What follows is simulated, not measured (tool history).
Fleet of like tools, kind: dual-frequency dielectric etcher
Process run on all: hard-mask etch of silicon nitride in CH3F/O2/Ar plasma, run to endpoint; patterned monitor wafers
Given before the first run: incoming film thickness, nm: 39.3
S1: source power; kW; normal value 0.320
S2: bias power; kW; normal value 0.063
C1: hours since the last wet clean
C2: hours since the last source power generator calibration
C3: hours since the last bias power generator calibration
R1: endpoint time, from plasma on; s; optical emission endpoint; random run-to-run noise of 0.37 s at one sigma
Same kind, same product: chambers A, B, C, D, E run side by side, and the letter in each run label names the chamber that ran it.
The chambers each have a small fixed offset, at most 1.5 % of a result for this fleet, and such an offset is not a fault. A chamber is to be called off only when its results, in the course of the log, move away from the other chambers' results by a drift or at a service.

Run 1D, hour 6.6: usual settings; C1 181.4; C2 303.4; C3 2379.8. Result: R1 65.455 s.
Run 2B, hour 10.3: usual settings; C1 249.2; C2 259.1; C3 202.8. Result: R1 64.628 s.
Run 3C, hour 14.7: usual settings; C1 310.9; C2 122.4; C3 686.2. Result: R1 63.673 s.
Run 4A, hour 18.5: usual settings; C1 557.5; C2 861.6; C3 3031.7. Result: R1 64.903 s.
Run 5E, hour 24.3: usual settings; C1 159.9; C2 403.7; C3 408.0. Result: R1 64.562 s.
Run 6E, hour 31.8: usual settings; C1 167.4; C2 411.2; C3 415.5. Result: R1 64.809 s.
Run 7A, hour 35.6: usual settings but S1 0.260 kW, S2 0.050 kW; C1 574.6; C2 878.7; C3 3048.8. Result: R1 77.224 s.
Run 8B, hour 39.6: usual settings but S1 0.260 kW, S2 0.050 kW; C1 278.5; C2 288.4; C3 232.1. Result: R1 76.739 s.
At hour 44.2: chamber A: wet clean of the chamber.
Run 9C, hour 44.7: usual settings but S1 0.260 kW, S2 0.050 kW; C1 340.9; C2 152.4; C3 716.2. Result: R1 75.033 s.
Run 10D, hour 50.8: usual settings but S1 0.260 kW, S2 0.050 kW; C1 225.6; C2 347.6; C3 2424.0. Result: R1 76.487 s.
Run 11B, hour 57.0: usual settings but S1 0.260 kW, S2 0.050 kW; C1 295.9; C2 305.8; C3 249.5. Result: R1 76.379 s.
Run 12D, hour 63.6: usual settings; C1 238.4; C2 360.4; C3 2436.8. Result: R1 65.279 s.
Run 13C, hour 67.3: usual settings; C1 363.5; C2 175.0; C3 738.8. Result: R1 63.567 s.
Run 14A, hour 70.8: usual settings; C1 26.6; C2 913.9; C3 3084.0. Result: R1 65.439 s.
Run 15E, hour 75.6: usual settings; C1 211.2; C2 455.0; C3 459.3. Result: R1 63.397 s.
Run 16B, hour 81.2: usual settings; C1 320.1; C2 330.0; C3 273.7. Result: R1 65.239 s.
Run 17E, hour 85.8: usual settings; C1 221.4; C2 465.2; C3 469.5. Result: R1 63.227 s.
At hour 86.0: chamber C: wet clean of the chamber.
Run 18C, hour 91.5: usual settings but S2 0.073 kW; C1 5.6; C2 199.2; C3 763.0. Result: R1 61.345 s.
Run 19D, hour 97.2: usual settings but S2 0.073 kW; C1 272.0; C2 394.0; C3 2470.4. Result: R1 62.966 s.
Run 20A, hour 103.5: usual settings but S2 0.073 kW; C1 59.3; C2 946.6; C3 3116.7. Result: R1 61.652 s.
Run 21D, hour 108.8: usual settings but S2 0.073 kW; C1 283.6; C2 405.6; C3 2482.0. Result: R1 62.197 s.
Run 22A, hour 115.2: usual settings but S2 0.073 kW; C1 71.0; C2 958.3; C3 3128.4. Result: R1 61.824 s.
Run 23E, hour 121.9: usual settings; C1 257.5; C2 501.3; C3 505.6. Result: R1 62.358 s.
Run 24B, hour 125.9: usual settings but S1 0.350 kW, S2 0.052 kW; C1 364.8; C2 374.7; C3 318.4. Result: R1 66.214 s.
Run 25C, hour 131.7: usual settings but S1 0.350 kW, S2 0.052 kW; C1 45.8; C2 239.4; C3 803.2. Result: R1 65.975 s.
Run 26E, hour 136.6: usual settings but S1 0.350 kW, S2 0.052 kW; C1 272.2; C2 516.0; C3 520.3. Result: R1 64.801 s.
Run 27C, hour 140.9: usual settings but S1 0.350 kW, S2 0.052 kW; C1 55.0; C2 248.6; C3 812.4. Result: R1 66.192 s.
Run 28D, hour 145.5: usual settings but S1 0.350 kW, S2 0.052 kW; C1 320.3; C2 442.3; C3 2518.7. Result: R1 67.393 s.
Run 29B, hour 149.3: usual settings; C1 388.2; C2 398.1; C3 341.8. Result: R1 65.219 s.
Run 30A, hour 156.9: usual settings but S1 0.370 kW; C1 112.7; C2 1000.0; C3 3170.1. Result: R1 61.772 s.
Run 31E, hour 164.2: usual settings but S1 0.370 kW; C1 299.8; C2 543.6; C3 547.9. Result: R1 59.027 s.
Run 32B, hour 169.1: usual settings but S1 0.370 kW; C1 408.0; C2 417.9; C3 361.6. Result: R1 61.590 s.
Run 33A, hour 175.5: usual settings but S1 0.370 kW; C1 131.3; C2 1018.6; C3 3188.7. Result: R1 62.347 s.
At hour 181.7: chamber B: wet clean of the chamber.
Run 34C, hour 181.9: usual settings but S1 0.370 kW; C1 96.0; C2 289.6; C3 853.4. Result: R1 60.613 s.
Run 35D, hour 188.3: usual settings; C1 363.1; C2 485.1; C3 2561.5. Result: R1 66.307 s.
Run 36D, hour 193.5: usual settings; C1 368.3; C2 490.3; C3 2566.7. Result: R1 66.043 s.
Run 37C, hour 200.2: usual settings; C1 114.3; C2 307.9; C3 871.7. Result: R1 64.191 s.
Run 38A, hour 206.8: usual settings but S2 0.069 kW; C1 162.6; C2 1049.9; C3 3220.0. Result: R1 63.209 s.
Run 39B, hour 212.7: usual settings but S2 0.069 kW; C1 31.1; C2 461.5; C3 405.2. Result: R1 62.848 s.
Run 40E, hour 215.9: usual settings but S2 0.069 kW; C1 351.5; C2 595.3; C3 599.6. Result: R1 59.890 s.
Run 41D, hour 222.5: usual settings but S2 0.069 kW; C1 397.3; C2 519.3; C3 2595.7. Result: R1 63.513 s.

Next, every chamber runs the same settings. What will each give?
Run 42A, hour 227.9: usual settings. Result: R1 ?.
Run 42B, hour 227.9: usual settings. Result: R1 ?.
Run 42C, hour 227.9: usual settings. Result: R1 ?.
Run 42D, hour 227.9: usual settings. Result: R1 ?.
Run 42E, hour 227.9: usual settings. Result: R1 ?.

run      R1
42A  65.622
42B  65.501
42C  65.083
42D  65.813
42E  61.292
